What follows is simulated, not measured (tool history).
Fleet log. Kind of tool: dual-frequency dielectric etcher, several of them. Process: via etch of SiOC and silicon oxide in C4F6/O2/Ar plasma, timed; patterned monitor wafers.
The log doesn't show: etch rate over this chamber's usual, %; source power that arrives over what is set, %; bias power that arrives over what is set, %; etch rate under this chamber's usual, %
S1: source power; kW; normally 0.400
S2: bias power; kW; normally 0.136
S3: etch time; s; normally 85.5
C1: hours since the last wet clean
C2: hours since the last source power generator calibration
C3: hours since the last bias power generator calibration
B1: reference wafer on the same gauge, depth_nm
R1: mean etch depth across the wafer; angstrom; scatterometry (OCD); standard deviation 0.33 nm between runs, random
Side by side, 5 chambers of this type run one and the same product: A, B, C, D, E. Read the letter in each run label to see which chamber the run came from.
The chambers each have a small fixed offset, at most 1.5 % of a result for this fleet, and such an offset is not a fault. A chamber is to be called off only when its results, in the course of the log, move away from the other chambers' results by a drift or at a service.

run    day     S1     S2    S3     C1      C2      C3      B1       R1
 1C  0.150  0.400  0.136  85.5  457.7  2098.7  1681.7  75.477   871.26
 2E  0.354  0.400  0.136  85.5  527.0  2477.9  2053.4  75.432   891.03
 3D  0.575  0.400  0.136  85.5  356.1  1982.8    91.1  75.523   874.44
 4B  0.708  0.400  0.136  85.5   94.2  2830.8  2420.6  75.464   889.32
 5A  0.912  0.400  0.136  85.5  134.1   530.8  2027.2  75.541   879.56
 6B  1.154  0.400  0.136  85.5  104.9  2841.5  2431.3  75.563   879.77
 7D  1.421  0.400  0.136  85.5  376.4  2003.1   111.4  75.502   879.26
     1.575  -- chamber E: wet clean of the chamber
 8C  1.692  0.400  0.136  85.5  494.7  2135.7  1718.7  75.531   871.66
 9A  1.975  0.400  0.136  85.5  159.6   556.3  2052.7  75.562   882.24
10E  2.133  0.400  0.136  85.5   13.5  2520.6  2096.1  75.425   887.18
11B  2.396  0.400  0.136  85.5  134.7  2871.3  2461.1  75.509   888.53
12C  2.583  0.400  0.136  85.5  516.1  2157.1  1740.1  75.502   870.22
13D  2.771  0.400  0.136  85.5  408.8  2035.5   143.8  75.466   876.67
14E  2.971  0.400  0.136  85.5   33.6  2540.7  2116.2  75.469   891.06
15A  3.250  0.400  0.136  85.5  190.2   586.9  2083.3  75.523   880.48
16B  3.421  0.400  0.136  85.5  159.3  2895.9  2485.7  75.485   889.27
17D  3.583  0.400  0.136  85.5  428.3  2055.0   163.3  75.461   876.07
18C  3.829  0.400  0.124  99.5  546.0  2187.0  1770.0  75.443   990.55
19A  4.096  0.400  0.124  99.5  210.5   607.2  2103.6  75.538   997.45
20E  4.358  0.400  0.124  99.5   66.9  2574.0  2149.5  75.509  1013.30
21C  4.529  0.400  0.124  99.5  562.8  2203.8  1786.8  75.484   984.62
     4.533  -- chamber C: wet clean of the chamber
22B  4.783  0.400  0.124  99.5  192.0  2928.6  2518.4  75.542  1003.50
23D  5.004  0.400  0.136  85.5  462.4  2089.1   197.4  75.512   882.35
24E  5.146  0.400  0.136  85.5   85.8  2592.9  2168.4  75.554   896.99
25A  5.375  0.400  0.136  85.5  241.2   637.9  2134.3  75.505   882.99
26E  5.612  0.400  0.136  85.5   97.0  2604.1  2179.6  75.491   892.32
27D  5.883  0.400  0.136  85.5  483.5  2110.2   218.5  75.535   875.49
28A  6.146  0.400  0.136  85.5  259.7   656.4  2152.8  75.496   883.86
29C  6.325  0.400  0.136  85.5   43.0  2246.9  1829.9  75.559   872.02
30B  6.575  0.400  0.136  85.5  235.0  2971.6  2561.4  75.508   888.16
31E  6.800  0.400  0.136  85.5  125.5  2632.6  2208.1  75.528   891.14
32C  7.062  0.400  0.136  85.5   60.7  2264.6  1847.6  75.459   874.06
33A  7.283  0.400  0.156  85.5  287.0   683.7  2180.1  75.489   918.40
34B  7.496  0.400  0.156  85.5  257.1  2993.7  2583.5  75.573   928.19
35D  7.783  0.400  0.156  85.5  529.1  2155.8   264.1  75.512   913.08
36E  7.996  0.400  0.156  85.5  154.2  2661.3  2236.8  75.513   931.51
37B  8.217  0.400  0.156  85.5  274.4  3011.0  2600.8  75.556   933.10
38A  8.421  0.400  0.109  62.5  314.3   711.0  2207.4  75.450   606.41
39D  8.700  0.400  0.109  62.5  551.1  2177.8   286.1  75.433   598.50
40C  8.979  0.400  0.109  62.5  106.7  2310.6  1893.6  75.498   601.01

Next, every chamber runs the same settings. What will each give?
41A  9.183  0.400  0.136  85.5                   ?
41B  9.183  0.400  0.136  85.5                   ?
41C  9.183  0.400  0.136  85.5                   ?
41D  9.183  0.400  0.136  85.5                   ?
41E  9.183  0.400  0.136  85.5                   ?

run      R1
41A  882.04
41B  887.38
41C  877.22
41D  876.53
41E  892.05
